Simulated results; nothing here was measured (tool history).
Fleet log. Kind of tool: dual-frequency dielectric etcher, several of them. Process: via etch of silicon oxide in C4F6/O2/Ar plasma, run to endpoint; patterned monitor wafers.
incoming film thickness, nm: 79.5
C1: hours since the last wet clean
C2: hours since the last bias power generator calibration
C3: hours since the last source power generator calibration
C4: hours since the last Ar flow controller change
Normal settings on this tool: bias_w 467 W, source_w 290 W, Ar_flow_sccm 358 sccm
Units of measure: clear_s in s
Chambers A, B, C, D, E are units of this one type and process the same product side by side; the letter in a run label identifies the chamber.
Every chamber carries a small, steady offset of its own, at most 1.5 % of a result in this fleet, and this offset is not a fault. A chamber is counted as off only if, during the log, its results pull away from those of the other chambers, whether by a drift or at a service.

{"run": "1B", "hour": 13.7, "bias_w": 467, "source_w": 290, "Ar_flow_sccm": 358, "C1": 165.1, "C2": 744.7, "C3": 1337.3, "C4": 1612.4, "clear_s": 20.832}
{"run": "2E", "hour": 23.4, "bias_w": 467, "source_w": 290, "Ar_flow_sccm": 358, "C1": 217.7, "C2": 1304.7, "C3": 750.4, "C4": 786.8, "clear_s": 20.769}
{"run": "3D", "hour": 38.1, "bias_w": 467, "source_w": 290, "Ar_flow_sccm": 358, "C1": 38.1, "C2": 2186.7, "C3": 2368.4, "C4": 3271.9, "clear_s": 20.579}
{"run": "4C", "hour": 47.7, "bias_w": 467, "source_w": 290, "Ar_flow_sccm": 358, "C1": 307.3, "C2": 3815.6, "C3": 2928.0, "C4": 3078.9, "clear_s": 20.556}
{"run": "5A", "hour": 61.1, "bias_w": 467, "source_w": 290, "Ar_flow_sccm": 358, "C1": 133.4, "C2": 1180.0, "C3": 1506.1, "C4": 1402.1, "clear_s": 20.433}
{"run": "6E", "hour": 76.9, "bias_w": 467, "source_w": 290, "Ar_flow_sccm": 358, "C1": 271.2, "C2": 1358.2, "C3": 803.9, "C4": 840.3, "clear_s": 20.738}
{"run": "7B", "hour": 87.4, "bias_w": 467, "source_w": 290, "Ar_flow_sccm": 358, "C1": 238.8, "C2": 818.4, "C3": 1411.0, "C4": 1686.1, "clear_s": 20.897}
{"run": "8A", "hour": 96.7, "bias_w": 467, "source_w": 290, "Ar_flow_sccm": 358, "C1": 169.0, "C2": 1215.6, "C3": 1541.7, "C4": 1437.7, "clear_s": 20.329}
{"run": "9D", "hour": 109.3, "bias_w": 467, "source_w": 290, "Ar_flow_sccm": 358, "C1": 109.3, "C2": 2257.9, "C3": 2439.6, "C4": 3343.1, "clear_s": 20.564}
{"run": "10C", "hour": 122.1, "bias_w": 467, "source_w": 290, "Ar_flow_sccm": 358, "C1": 381.7, "C2": 3890.0, "C3": 3002.4, "C4": 3153.3, "clear_s": 20.55}
{"run": "11B", "hour": 135.7, "bias_w": 467, "source_w": 290, "Ar_flow_sccm": 358, "C1": 287.1, "C2": 866.7, "C3": 1459.3, "C4": 1734.4, "clear_s": 20.827}
{"run": "12E", "hour": 147.7, "bias_w": 467, "source_w": 290, "Ar_flow_sccm": 358, "C1": 342.0, "C2": 1429.0, "C3": 874.7, "C4": 911.1, "clear_s": 20.693}
{"run": "13C", "hour": 162.7, "bias_w": 467, "source_w": 290, "Ar_flow_sccm": 358, "C1": 422.3, "C2": 3930.6, "C3": 3043.0, "C4": 3193.9, "clear_s": 20.471}
{"run": "14D", "hour": 177.5, "bias_w": 467, "source_w": 290, "Ar_flow_sccm": 358, "C1": 177.5, "C2": 2326.1, "C3": 2507.8, "C4": 3411.3, "clear_s": 20.539}
{"run": "15A", "hour": 186.4, "bias_w": 467, "source_w": 290, "Ar_flow_sccm": 440, "C1": 258.7, "C2": 1305.3, "C3": 1631.4, "C4": 1527.4, "clear_s": 20.935}
{"run": "16A", "hour": 198.2, "bias_w": 467, "source_w": 290, "Ar_flow_sccm": 440, "C1": 270.5, "C2": 1317.1, "C3": 1643.2, "C4": 1539.2, "clear_s": 20.908}
{"run": "17E", "hour": 213.1, "bias_w": 467, "source_w": 290, "Ar_flow_sccm": 440, "C1": 407.4, "C2": 1494.4, "C3": 940.1, "C4": 976.5, "clear_s": 21.213}
{"run": "18C", "hour": 220.5, "bias_w": 467, "source_w": 290, "Ar_flow_sccm": 440, "C1": 480.1, "C2": 3988.4, "C3": 3100.8, "C4": 3251.7, "clear_s": 20.728}
{"hour": 223.0, "done": "chamber B: Ar flow controller replaced"}
{"run": "19D", "hour": 231.0, "bias_w": 467, "source_w": 290, "Ar_flow_sccm": 440, "C1": 231.0, "C2": 2379.6, "C3": 2561.3, "C4": 3464.8, "clear_s": 20.963}
{"run": "20B", "hour": 242.7, "bias_w": 467, "source_w": 290, "Ar_flow_sccm": 358, "C1": 394.1, "C2": 973.7, "C3": 1566.3, "C4": 19.7, "clear_s": 20.721}
{"run": "21D", "hour": 254.4, "bias_w": 467, "source_w": 320, "Ar_flow_sccm": 358, "C1": 254.4, "C2": 2403.0, "C3": 2584.7, "C4": 3488.2, "clear_s": 19.79}
{"run": "22C", "hour": 264.5, "bias_w": 467, "source_w": 320, "Ar_flow_sccm": 358, "C1": 524.1, "C2": 4032.4, "C3": 3144.8, "C4": 3295.7, "clear_s": 19.462}
{"run": "23A", "hour": 279.8, "bias_w": 467, "source_w": 320, "Ar_flow_sccm": 358, "C1": 352.1, "C2": 1398.7, "C3": 1724.8, "C4": 1620.8, "clear_s": 19.529}
{"hour": 287.9, "done": "chamber E: wet clean of the chamber"}
{"run": "24E", "hour": 290.9, "bias_w": 467, "source_w": 320, "Ar_flow_sccm": 358, "C1": 3.1, "C2": 1572.2, "C3": 1017.9, "C4": 1054.3, "clear_s": 19.902}
{"run": "25B", "hour": 301.6, "bias_w": 467, "source_w": 320, "Ar_flow_sccm": 358, "C1": 453.0, "C2": 1032.6, "C3": 1625.2, "C4": 78.6, "clear_s": 20.002}
{"hour": 308.6, "done": "chamber B: source power generator calibrated"}
{"run": "26A", "hour": 310.6, "bias_w": 467, "source_w": 290, "Ar_flow_sccm": 329, "C1": 382.9, "C2": 1429.5, "C3": 1755.6, "C4": 1651.6, "clear_s": 20.061}
{"hour": 312.4, "done": "chamber D: wet clean of the chamber"}
{"run": "27E", "hour": 320.7, "bias_w": 467, "source_w": 290, "Ar_flow_sccm": 329, "C1": 32.9, "C2": 1602.0, "C3": 1047.7, "C4": 1084.1, "clear_s": 20.694}
{"hour": 323.3, "done": "chamber A: wet clean of the chamber"}
{"run": "28D", "hour": 330.7, "bias_w": 467, "source_w": 290, "Ar_flow_sccm": 329, "C1": 18.3, "C2": 2479.3, "C3": 2661.0, "C4": 3564.5, "clear_s": 20.467}
{"run": "29B", "hour": 345.0, "bias_w": 467, "source_w": 290, "Ar_flow_sccm": 329, "C1": 496.4, "C2": 1076.0, "C3": 36.4, "C4": 122.0, "clear_s": 20.675}
{"run": "30C", "hour": 354.0, "bias_w": 467, "source_w": 290, "Ar_flow_sccm": 329, "C1": 613.6, "C2": 4121.9, "C3": 3234.3, "C4": 3385.2, "clear_s": 19.635}
{"run": "31A", "hour": 369.1, "bias_w": 467, "source_w": 290, "Ar_flow_sccm": 358, "C1": 45.8, "C2": 1488.0, "C3": 1814.1, "C4": 1710.1, "clear_s": 20.347}
{"hour": 375.6, "done": "chamber B: wet clean of the chamber"}
{"run": "32D", "hour": 384.5, "bias_w": 467, "source_w": 250, "Ar_flow_sccm": 287, "C1": 72.1, "C2": 2533.1, "C3": 2714.8, "C4": 3618.3, "clear_s": 21.171}
{"run": "33C", "hour": 395.1, "bias_w": 467, "source_w": 250, "Ar_flow_sccm": 287, "C1": 654.7, "C2": 4163.0, "C3": 3275.4, "C4": 3426.3, "clear_s": 20.447}
{"run": "34E", "hour": 407.6, "bias_w": 467, "source_w": 250, "Ar_flow_sccm": 287, "C1": 119.8, "C2": 1688.9, "C3": 1134.6, "C4": 1171.0, "clear_s": 21.341}
{"run": "35B", "hour": 422.4, "bias_w": 467, "source_w": 250, "Ar_flow_sccm": 287, "C1": 46.9, "C2": 1153.4, "C3": 113.8, "C4": 199.4, "clear_s": 21.438}
{"run": "36A", "hour": 432.7, "bias_w": 467, "source_w": 250, "Ar_flow_sccm": 287, "C1": 109.4, "C2": 1551.6, "C3": 1877.7, "C4": 1773.7, "clear_s": 21.104}
{"run": "37E", "hour": 444.0, "bias_w": 467, "source_w": 320, "Ar_flow_sccm": 273, "C1": 156.2, "C2": 1725.3, "C3": 1171.0, "C4": 1207.4, "clear_s": 19.425}

Has any chamber moved away from the others, gradually or after a service, or does the common gauge drift, or do the chambers differ only by their own small steady offsets? State the chamber and the most likely cause if one applies.

It is chamber C that slowly wanders off from its peers.
Cause: etch rate over this chamber's usual, % = 4.8.

Chamber C could run next with any of the 4 candidate recipes listed below; each alters the usual settings, and their results appear as question marks. Which one brings its results back in line with what the other chambers deliver on the usual settings?
Counts as in line when no further than this from what the other chambers average on the usual settings: clear_s 0.260 s
{"run": "38C-1", "hour": 455.5, "bias_w": 467, "source_w": 360, "Ar_flow_sccm": 330, "clear_s": "?"}
{"run": "38C-2", "hour": 455.5, "bias_w": 406, "source_w": 290, "Ar_flow_sccm": 358, "clear_s": "?"}
{"run": "38C-3", "hour": 455.5, "bias_w": 412, "source_w": 260, "Ar_flow_sccm": 371, "clear_s": "?"}
{"run": "38C-4", "hour": 455.5, "bias_w": 497, "source_w": 310, "Ar_flow_sccm": 351, "clear_s": "?"}

The mean the other chambers reach with the usual settings: clear_s 20.625 s
run=38C-1 clear_s=17.945
run=38C-2 clear_s=20.671
run=38C-3 clear_s=21.506
run=38C-4 clear_s=18.667
The right change is 38C-2: it brings the chamber back within the allowed miss of the others.
